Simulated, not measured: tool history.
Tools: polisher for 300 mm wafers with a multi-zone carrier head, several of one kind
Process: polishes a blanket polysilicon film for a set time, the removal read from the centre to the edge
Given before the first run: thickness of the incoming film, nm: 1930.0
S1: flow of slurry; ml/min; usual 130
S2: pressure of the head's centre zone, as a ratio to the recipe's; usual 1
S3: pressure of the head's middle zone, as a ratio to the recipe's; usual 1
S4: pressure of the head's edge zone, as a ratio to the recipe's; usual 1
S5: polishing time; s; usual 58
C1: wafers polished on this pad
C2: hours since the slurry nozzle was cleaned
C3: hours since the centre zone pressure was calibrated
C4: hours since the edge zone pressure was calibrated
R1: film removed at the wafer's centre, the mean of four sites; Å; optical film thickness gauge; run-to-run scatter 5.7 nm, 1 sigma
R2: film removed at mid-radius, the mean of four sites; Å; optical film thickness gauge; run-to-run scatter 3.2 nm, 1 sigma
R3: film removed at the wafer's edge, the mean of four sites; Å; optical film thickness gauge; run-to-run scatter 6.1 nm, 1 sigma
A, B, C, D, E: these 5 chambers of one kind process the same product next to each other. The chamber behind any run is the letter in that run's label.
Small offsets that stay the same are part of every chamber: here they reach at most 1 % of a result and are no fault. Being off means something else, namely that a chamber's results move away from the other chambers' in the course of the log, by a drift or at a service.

| run | hour | S1 | S2 | S3 | S4 | S5 | C1 | C2 | C3 | C4 | R1 | R2 | R3 |
|---|---|---|---|---|---|---|---|---|---|---|---|---|---|
| 1C | 4.5 | 130 | 1 | 1 | 1 | 58 | 405 | 43.9 | 464.3 | 300.3 | 4384 | 4396.6 | 4494.9 |
| 2D | 7 | 130 | 1 | 1 | 1 | 58 | 128 | 402.8 | 188.9 | 362.6 | 4474.4 | 4408.8 | 4532.4 |
| 3B | 11 | 130 | 1 | 1 | 1 | 58 | 465 | 507.2 | 364.6 | 484.8 | 4440.4 | 4419.4 | 4457.6 |
| 4E | 15.9 | 130 | 1 | 1 | 1 | 58 | 1382 | 446 | 596.9 | 1367 | 4391.2 | 4426.2 | 4496.2 |
|  | 19 | chamber C: worn pad replaced by a new one |
| 5A | 19.3 | 130 | 1 | 1 | 1 | 58 | 296 | 86.6 | 1222.3 | 169.8 | 4395.5 | 4426.4 | 4509.4 |
| 6C | 22.3 | 130 | 1 | 1 | 1 | 58 | 43 | 61.7 | 482.1 | 318.1 | 4499 | 4488.7 | 4468.1 |
|  | 23.2 | chamber E: worn pad replaced by a new one |
| 7D | 26.9 | 130 | 1 | 1 | 1 | 58 | 387 | 422.7 | 208.8 | 382.5 | 4530.7 | 4431.1 | 4386.7 |
| 8E | 30.6 | 130 | 1 | 1 | 1 | 58 | 96 | 460.7 | 611.6 | 1381.7 | 4417.8 | 4425.5 | 4524.9 |
| 9B | 33.4 | 130 | 1 | 1 | 0.96 | 58 | 757 | 529.6 | 387 | 507.2 | 4423.7 | 4480.5 | 4355.2 |
| 10A | 36.2 | 130 | 1 | 1 | 0.96 | 58 | 516 | 103.5 | 1239.2 | 186.7 | 4509.9 | 4413.8 | 4431.2 |
| 11D | 39.3 | 130 | 1 | 1 | 0.96 | 58 | 549 | 435.1 | 221.2 | 394.9 | 4397.3 | 4404.5 | 4370.2 |
| 12C | 43.7 | 130 | 1 | 1 | 0.96 | 58 | 322 | 83.1 | 503.5 | 339.5 | 4399.3 | 4437.2 | 4374.9 |
|  | 43.8 | chamber E: edge zone pressure recalibrated |
| 13B | 46.7 | 130 | 1 | 1 | 0.96 | 58 | 930 | 542.9 | 400.3 | 520.5 | 4456.9 | 4421.8 | 4424.2 |
| 14A | 50 | 130 | 1 | 1 | 1 | 58 | 695 | 117.3 | 1253 | 200.5 | 4461.3 | 4452 | 4449.3 |
| 15E | 52.6 | 130 | 1 | 1 | 1 | 58 | 382 | 482.7 | 633.6 | 8.8 | 4456.5 | 4504.8 | 4495.8 |
| 16D | 56.1 | 130 | 1 | 1 | 1 | 58 | 767 | 451.9 | 238 | 411.7 | 4328.6 | 4470.8 | 4434.9 |
| 17B | 61.2 | 130 | 1.11 | 1.04 | 1 | 58 | 1118 | 557.4 | 414.8 | 535 | 4984.6 | 4577.6 | 4490.2 |
| 18A | 64.5 | 130 | 1.11 | 1.04 | 1 | 58 | 884 | 131.8 | 1267.5 | 215 | 4947.9 | 4644.3 | 4395 |
|  | 69.7 | chamber C: worn pad replaced by a new one |
| 19C | 69.8 | 130 | 1.11 | 1.04 | 1 | 58 | 2 | 109.2 | 529.6 | 365.6 | 4896.8 | 4629 | 4404.6 |
| 20E | 73.5 | 130 | 1.11 | 1.04 | 1 | 58 | 654 | 503.6 | 654.5 | 29.7 | 4877.7 | 4612.6 | 4464.7 |
| 21B | 77.6 | 130 | 1.11 | 1.04 | 1 | 58 | 1332 | 573.8 | 431.2 | 551.4 | 4979 | 4620.8 | 4453.3 |
|  | 81.1 | chamber A: centre zone pressure recalibrated |
| 22D | 81.8 | 130 | 1 | 1.04 | 1 | 58 | 1102 | 477.6 | 263.7 | 437.4 | 4362.8 | 4546.9 | 4575.8 |
|  | 82.8 | chamber B: worn pad replaced by a new one |
| 23E | 85.8 | 130 | 1 | 1.04 | 1 | 58 | 815 | 515.9 | 666.8 | 42 | 4401.6 | 4710 | 4508.4 |
|  | 86.2 | chamber C: centre zone pressure recalibrated |
| 24C | 88.8 | 130 | 1 | 1.04 | 1 | 58 | 249 | 128.2 | 2.7 | 384.6 | 4436.9 | 4562.6 | 4432.4 |
| 25A | 94.2 | 130 | 1 | 1.04 | 1 | 58 | 1271 | 161.5 | 13.1 | 244.7 | 4505.1 | 4632.8 | 4421.7 |
| 26C | 97.7 | 130 | 1 | 1.04 | 1 | 58 | 365 | 137.1 | 11.6 | 393.5 | 4350.3 | 4616.6 | 4552 |
| 27E | 101.4 | 130 | 1 | 1 | 0.96 | 51 | 1018 | 531.5 | 682.4 | 57.6 | 3892.9 | 3938.5 | 3778.4 |
|  | 101.9 | chamber E: centre zone pressure recalibrated |
|  | 102 | chamber C: edge zone pressure recalibrated |
| 28B | 105.3 | 130 | 1 | 1 | 0.96 | 51 | 293 | 601.5 | 458.9 | 579.1 | 3946.6 | 3909.2 | 3862.2 |
|  | 107.7 | chamber D: worn pad replaced by a new one |
| 29D | 107.9 | 130 | 1 | 1 | 0.96 | 51 | 3 | 503.7 | 289.8 | 463.5 | 3743.6 | 3911.1 | 3844 |
| 30A | 113.3 | 130 | 1 | 1 | 0.96 | 51 | 1519 | 180.6 | 32.2 | 263.8 | 3939.9 | 3892.1 | 3874.9 |
|  | 118.1 | chamber A: worn pad replaced by a new one |
| 31E | 118.6 | 130 | 1 | 1 | 0.96 | 51 | 1242 | 548.7 | 16.8 | 74.8 | 3849.7 | 3966.8 | 3907.3 |
|  | 121 | chamber C: worn pad replaced by a new one |
|  | 122.5 | chamber E: worn pad replaced by a new one |
| 32A | 122.9 | 130 | 1 | 1 | 1 | 58 | 63 | 190.2 | 41.8 | 273.4 | 4431.7 | 4466.1 | 4492.4 |
| 33C | 125.3 | 130 | 1 | 1 | 1 | 58 | 57 | 164.7 | 39.2 | 23.4 | 4530.5 | 4417 | 4583.9 |
| 34D | 129.9 | 155 | 1 | 1 | 1 | 58 | 289 | 525.7 | 311.8 | 485.5 | 4238.4 | 4539.7 | 4527.2 |
| 35B | 134.1 | 155 | 1 | 1 | 1 | 58 | 668 | 630.3 | 487.7 | 607.9 | 4586.8 | 4651.4 | 4601.3 |
| 36C | 138 | 155 | 1 | 1 | 1 | 58 | 222 | 177.4 | 51.9 | 36.1 | 4608.7 | 4616.9 | 4672.7 |
| 37D | 142.9 | 155 | 1 | 1 | 1 | 58 | 459 | 538.7 | 324.8 | 498.5 | 4159.1 | 4572.5 | 4653.5 |
| 38B | 146.5 | 155 | 1 | 1 | 1 | 58 | 829 | 642.7 | 500.1 | 620.3 | 4579.8 | 4604.1 | 4664.6 |
| 39A | 150.8 | 130 | 1 | 1 | 1 | 58 | 426 | 218.1 | 69.7 | 301.3 | 4379.5 | 4427.3 | 4485 |
| 40E | 153.6 | 130 | 1 | 1 | 1 | 58 | 406 | 583.7 | 51.8 | 109.8 | 4601.3 | 4443.1 | 4535.7 |
| 41C | 156.2 | 130 | 1 | 1 | 1 | 58 | 459 | 195.6 | 70.1 | 54.3 | 4414.3 | 4398.4 | 4478.3 |
| 42B | 161.2 | 130 | 1 | 1 | 1 | 58 | 1021 | 657.4 | 514.8 | 635 | 4453.5 | 4442.3 | 4465.8 |

The same settings go to every chamber for the next run, one line per chamber below. Forecast the results for each:
| 43A | 165.1 | 130 | 1 | 1 | 1 | 49 |  |  |  |  | ? | ? | ? |
| 43B | 165.1 | 130 | 1 | 1 | 1 | 49 |  |  |  |  | ? | ? | ? |
| 43C | 165.1 | 130 | 1 | 1 | 1 | 49 |  |  |  |  | ? | ? | ? |
| 43D | 165.1 | 130 | 1 | 1 | 1 | 49 |  |  |  |  | ? | ? | ? |
| 43E | 165.1 | 130 | 1 | 1 | 1 | 49 |  |  |  |  | ? | ? | ? |

| run | R1 | R2 | R3 |
|---|---|---|---|
| 43A | 3761.9 | 3741.2 | 3717.6 |
| 43B | 3847.5 | 3701.3 | 3661.6 |
| 43C | 3768 | 3698.9 | 3733.1 |
| 43D | 3348.2 | 3735.4 | 3804.5 |
| 43E | 3658.8 | 3759.2 | 3857.3 |
